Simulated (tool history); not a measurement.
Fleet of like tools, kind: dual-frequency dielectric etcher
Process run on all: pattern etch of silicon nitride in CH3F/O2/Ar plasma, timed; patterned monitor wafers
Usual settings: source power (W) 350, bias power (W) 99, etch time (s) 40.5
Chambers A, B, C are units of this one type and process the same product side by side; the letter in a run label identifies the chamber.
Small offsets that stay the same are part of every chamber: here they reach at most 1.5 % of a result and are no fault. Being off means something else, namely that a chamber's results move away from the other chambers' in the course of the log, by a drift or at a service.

| run | hour | source power (W) | bias power (W) | etch time (s) | read-back reference wafer on the same gauge, depth_nm | mean etch depth across the wafer (angstrom) |
|---|---|---|---|---|---|---|
| 1B | 8.7 | 350 | 99 | 40.5 | 25.298 | 303.13 |
| 2C | 18.2 | 350 | 99 | 40.5 | 25.280 | 297.80 |
| 3A | 24.5 | 350 | 99 | 40.5 | 25.285 | 301.09 |
| 4B | 35.3 | 350 | 99 | 40.5 | 25.265 | 302.30 |
| 5C | 44.5 | 350 | 99 | 40.5 | 25.253 | 297.77 |
| 6A | 51.9 | 350 | 99 | 40.5 | 25.256 | 300.25 |
| 7A | 57.8 | 350 | 99 | 40.5 | 25.237 | 301.12 |
| 8C | 65.5 | 350 | 99 | 40.5 | 25.216 | 297.47 |
| 9B | 72.6 | 350 | 99 | 40.5 | 25.217 | 301.10 |
| 10A | 77.7 | 350 | 99 | 40.5 | 25.217 | 300.49 |
| 11B | 87.8 | 350 | 99 | 40.5 | 25.204 | 302.18 |
|  | 93.8 | chamber C: wet clean of the chamber |
| 12C | 93.8 | 350 | 99 | 40.5 | 25.205 | 297.15 |
| 13B | 101.7 | 350 | 83 | 34.5 | 25.201 | 240.85 |
|  | 108.1 | chamber A: wet clean of the chamber |
| 14A | 110.6 | 350 | 83 | 34.5 | 25.179 | 238.96 |
| 15C | 117.2 | 350 | 83 | 34.5 | 25.185 | 237.39 |
| 16A | 127.0 | 350 | 99 | 40.5 | 25.171 | 299.95 |
| 17B | 135.2 | 350 | 99 | 52.0 | 25.157 | 386.76 |
| 18C | 141.1 | 350 | 99 | 52.0 | 25.160 | 381.15 |
| 19B | 150.0 | 350 | 99 | 52.0 | 25.141 | 385.40 |
| 20A | 154.8 | 350 | 99 | 40.5 | 25.145 | 299.36 |

Which is it: a chamber that has drifted or been left off by a service, a gauge drift common to all chambers, or only each chamber's usual small offset? If a chamber is off, name it and its likeliest cause.

Every chamber seems to shift together because the gauge that measures them all drifts; the chambers themselves are fine.
Most likely cause: gauge reads low (%) = 0.663.
